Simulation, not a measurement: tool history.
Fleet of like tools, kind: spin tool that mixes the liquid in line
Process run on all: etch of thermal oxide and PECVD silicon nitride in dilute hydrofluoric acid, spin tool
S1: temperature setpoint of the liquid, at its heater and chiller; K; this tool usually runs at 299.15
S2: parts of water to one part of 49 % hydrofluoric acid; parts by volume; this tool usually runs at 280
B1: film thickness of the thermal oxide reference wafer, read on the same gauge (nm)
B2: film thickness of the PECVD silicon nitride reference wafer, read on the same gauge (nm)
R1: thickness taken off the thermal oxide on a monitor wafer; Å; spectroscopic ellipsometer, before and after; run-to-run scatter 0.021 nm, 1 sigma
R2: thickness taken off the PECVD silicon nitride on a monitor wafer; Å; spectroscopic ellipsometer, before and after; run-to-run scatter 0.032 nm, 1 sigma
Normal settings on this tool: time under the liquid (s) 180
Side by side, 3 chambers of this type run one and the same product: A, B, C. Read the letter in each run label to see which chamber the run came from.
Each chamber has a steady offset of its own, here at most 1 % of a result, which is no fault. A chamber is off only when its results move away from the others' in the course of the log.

Run 1C, hour 6.8: usual settings; B1 120.00; B2 150.02. Result: R1 26.619 Å, R2 36.011 Å.
Run 2B, hour 14.1: usual settings; B1 120.05; B2 150.00. Result: R1 26.469 Å, R2 36.333 Å.
Run 3A, hour 20.3: usual settings; B1 119.99; B2 149.97. Result: R1 26.694 Å, R2 36.276 Å.
Run 4B, hour 26.4: usual settings; B1 120.00; B2 150.00. Result: R1 26.450 Å, R2 36.370 Å.
Run 5A, hour 36.0: usual settings; B1 120.00; B2 150.00. Result: R1 26.049 Å, R2 35.894 Å.
Run 6C, hour 42.9: usual settings; B1 120.03; B2 150.03. Result: R1 26.743 Å, R2 36.052 Å.
Run 7A, hour 50.7: usual settings; B1 120.00; B2 150.00. Result: R1 26.491 Å, R2 35.747 Å.
Run 8C, hour 63.0: usual settings; B1 120.04; B2 149.99. Result: R1 26.299 Å, R2 35.929 Å.
Run 9B, hour 69.3: usual settings but S2 410 parts by volume, time under the liquid (s) 125; B1 120.00; B2 150.06. Result: R1 11.235 Å, R2 16.838 Å.
Run 10C, hour 75.8: usual settings but S2 410 parts by volume, time under the liquid (s) 125; B1 120.01; B2 149.99. Result: R1 11.071 Å, R2 17.109 Å.
Run 11A, hour 83.2: usual settings but S2 410 parts by volume, time under the liquid (s) 125; B1 119.98; B2 150.02. Result: R1 11.038 Å, R2 17.226 Å.
Run 12B, hour 89.0: usual settings; B1 120.03; B2 150.03. Result: R1 26.930 Å, R2 36.103 Å.
Run 13A, hour 95.1: usual settings; B1 120.01; B2 150.01. Result: R1 26.517 Å, R2 36.134 Å.
Run 14C, hour 102.6: usual settings; B1 120.01; B2 149.99. Result: R1 26.896 Å, R2 35.740 Å.
Run 15B, hour 110.7: usual settings; B1 120.02; B2 150.02. Result: R1 26.631 Å, R2 36.604 Å.
Run 16B, hour 119.7: usual settings; B1 120.02; B2 149.98. Result: R1 26.779 Å, R2 36.174 Å.
Run 17A, hour 129.2: usual settings; B1 120.00; B2 149.96. Result: R1 26.106 Å, R2 35.696 Å.
Run 18C, hour 136.0: usual settings; B1 119.98; B2 150.01. Result: R1 26.438 Å, R2 36.132 Å.
Run 19B, hour 143.8: usual settings; B1 119.99; B2 150.00. Result: R1 27.353 Å, R2 37.449 Å.
Run 20A, hour 150.2: usual settings; B1 119.99; B2 150.00. Result: R1 26.203 Å, R2 36.536 Å.
Run 21C, hour 156.9: usual settings; B1 120.02; B2 150.03. Result: R1 26.394 Å, R2 35.535 Å.
Run 22A, hour 163.7: usual settings; B1 119.94; B2 149.99. Result: R1 26.622 Å, R2 36.183 Å.
Run 23C, hour 170.6: usual settings but S1 294.65 K, time under the liquid (s) 220; B1 120.00; B2 150.02. Result: R1 27.674 Å, R2 33.501 Å.
Run 24B, hour 183.1: usual settings but S1 294.65 K, time under the liquid (s) 220; B1 120.03; B2 149.95. Result: R1 28.501 Å, R2 35.983 Å.
Run 25B, hour 192.1: usual settings but S1 294.65 K, time under the liquid (s) 220; B1 120.02; B2 149.97. Result: R1 28.794 Å, R2 35.737 Å.
Run 26A, hour 197.9: usual settings; B1 120.01; B2 149.98. Result: R1 26.340 Å, R2 36.365 Å.
Run 27C, hour 210.0: usual settings but S1 301.65 K; B1 120.02; B2 149.99. Result: R1 28.811 Å, R2 41.753 Å.
Run 28B, hour 218.9: usual settings but S1 301.65 K; B1 119.97; B2 150.01. Result: R1 30.099 Å, R2 44.817 Å.
Run 29A, hour 224.9: usual settings but S1 301.65 K; B1 120.01; B2 149.99. Result: R1 28.485 Å, R2 41.965 Å.
Run 30C, hour 232.4: usual settings; B1 120.02; B2 149.99. Result: R1 26.228 Å, R2 35.661 Å.
Run 31B, hour 242.2: usual settings; B1 120.01; B2 150.03. Result: R1 27.802 Å, R2 38.818 Å.
Run 32A, hour 248.6: usual settings; B1 120.01; B2 149.98. Result: R1 26.483 Å, R2 35.940 Å.
Run 33C, hour 260.0: usual settings but time under the liquid (s) 285; B1 120.02; B2 150.00. Result: R1 41.757 Å, R2 57.723 Å.
Run 34B, hour 265.8: usual settings but time under the liquid (s) 285; B1 120.01; B2 150.01. Result: R1 43.936 Å, R2 62.184 Å.
Run 35C, hour 273.1: usual settings but time under the liquid (s) 285; B1 120.02; B2 150.00. Result: R1 41.769 Å, R2 56.648 Å.

All chambers now run identical settings, listed one chamber a line with results as question marks. What results will each chamber show?
Run 36A, hour 282.6: usual settings. Result: R1 ?, R2 ?.
Run 36B, hour 282.6: usual settings. Result: R1 ?, R2 ?.
Run 36C, hour 282.6: usual settings. Result: R1 ?, R2 ?.

run      R1      R2
36A  26.340  35.823
36B  28.034  39.821
36C  26.446  36.063
